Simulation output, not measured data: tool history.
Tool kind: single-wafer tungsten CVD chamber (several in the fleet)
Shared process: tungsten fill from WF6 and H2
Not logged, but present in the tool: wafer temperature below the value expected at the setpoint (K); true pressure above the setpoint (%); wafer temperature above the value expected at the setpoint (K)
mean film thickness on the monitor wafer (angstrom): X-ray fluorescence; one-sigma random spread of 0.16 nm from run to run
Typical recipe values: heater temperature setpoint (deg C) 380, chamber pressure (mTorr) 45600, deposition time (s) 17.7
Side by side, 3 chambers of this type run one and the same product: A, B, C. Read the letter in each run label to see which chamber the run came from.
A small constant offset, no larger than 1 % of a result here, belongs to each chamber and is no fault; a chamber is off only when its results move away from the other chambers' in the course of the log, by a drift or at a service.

| run | hour | heater temperature setpoint (deg C) | chamber pressure (mTorr) | deposition time (s) | hours since the last thermocouple change | hours since the last manometer calibration | read-back reference wafer on the same gauge, thickness_nm | mean film thickness on the monitor wafer (angstrom) |
|---|---|---|---|---|---|---|---|---|
| 1A | 3.4 | 380 | 45600 | 17.7 | 182.7 | 2576.3 | 34.710 | 429.68 |
| 2C | 10.0 | 380 | 45600 | 17.7 | 656.9 | 714.6 | 34.698 | 421.16 |
| 3B | 16.7 | 380 | 45600 | 17.7 | 755.3 | 1943.4 | 34.688 | 422.33 |
| 4B | 22.7 | 380 | 45600 | 17.7 | 761.3 | 1949.4 | 34.684 | 424.05 |
| 5C | 30.0 | 380 | 45600 | 17.7 | 676.9 | 734.6 | 34.698 | 421.23 |
| 6A | 37.6 | 380 | 45600 | 17.7 | 216.9 | 2610.5 | 34.722 | 425.37 |
| 7A | 43.8 | 380 | 45600 | 17.7 | 223.1 | 2616.7 | 34.711 | 429.57 |
| 8B | 49.5 | 380 | 45600 | 17.7 | 788.1 | 1976.2 | 34.686 | 422.74 |
| 9C | 55.5 | 380 | 45600 | 17.7 | 702.4 | 760.1 | 34.712 | 419.88 |
| 10B | 59.2 | 380 | 45600 | 17.7 | 797.8 | 1985.9 | 34.709 | 423.05 |
| 11C | 63.0 | 393 | 45600 | 15.2 | 709.9 | 767.6 | 34.659 | 465.96 |
| 12A | 70.8 | 393 | 45600 | 15.2 | 250.1 | 2643.7 | 34.690 | 473.24 |
| 13A | 75.6 | 393 | 45600 | 15.2 | 254.9 | 2648.5 | 34.707 | 478.05 |
| 14C | 81.4 | 380 | 45600 | 17.7 | 728.3 | 786.0 | 34.701 | 424.64 |
| 15B | 85.3 | 380 | 45600 | 17.7 | 823.9 | 2012.0 | 34.742 | 424.75 |
| 16C | 91.6 | 380 | 45600 | 17.7 | 738.5 | 796.2 | 34.665 | 425.67 |
| 17B | 97.9 | 380 | 55500 | 19.3 | 836.5 | 2024.6 | 34.704 | 506.11 |
| 18A | 104.7 | 380 | 55500 | 19.3 | 284.0 | 2677.6 | 34.715 | 508.16 |
| 19A | 108.6 | 380 | 55500 | 19.3 | 287.9 | 2681.5 | 34.727 | 511.46 |
| 20B | 115.8 | 385 | 53600 | 17.7 | 854.4 | 2042.5 | 34.714 | 505.20 |
| 21C | 120.4 | 385 | 53600 | 17.7 | 767.3 | 825.0 | 34.707 | 511.13 |
| 22A | 127.5 | 385 | 53600 | 17.7 | 306.8 | 2700.4 | 34.694 | 510.95 |
| 23C | 134.3 | 380 | 45600 | 17.7 | 781.2 | 838.9 | 34.688 | 433.26 |
| 24B | 141.4 | 380 | 45600 | 17.7 | 880.0 | 2068.1 | 34.721 | 425.16 |
| 25B | 145.5 | 380 | 45600 | 17.7 | 884.1 | 2072.2 | 34.660 | 420.49 |
| 26C | 150.7 | 380 | 45600 | 17.7 | 797.6 | 855.3 | 34.720 | 436.38 |

One chamber off, gauge drift, or nothing amiss beyond the chambers' own small offsets? If it is a chamber, which one, and what is the likeliest cause?

It is chamber C that slowly wanders off from its peers.
Likeliest cause: wafer temperature above the value expected at the setpoint (K) = 1.85.
Not necessarily distinguishable in this log from: true pressure above the setpoint (%).

Below are 4 candidate recipes for chamber C's next run, each the usual settings with a change, their results shown as question marks. Which of them brings C's results back in line with what the other chambers give on the usual settings?
Maximum distance from the other chambers' mean on the usual settings for a result to count as in line: mean film thickness on the monitor wafer (angstrom) 5.80
| 27C-1 | 156.3 | 382 | 46200 | 17.7 |  |  |  | ? |
| 27C-2 | 156.3 | 381 | 45800 | 17.8 |  |  |  | ? |
| 27C-3 | 156.3 | 379 | 45600 | 17.6 |  |  |  | ? |
| 27C-4 | 156.3 | 380 | 45600 | 16.8 |  |  |  | ? |

On the usual settings, the other chambers give on average: mean film thickness on the monitor wafer (angstrom) 425.98
| run | mean film thickness on the monitor wafer (angstrom) |
|---|---|
| 27C-1 | 457.25 |
| 27C-2 | 448.88 |
| 27C-3 | 425.37 |
| 27C-4 | 414.25 |
With 27C-3, the chamber falls back in line with the rest.
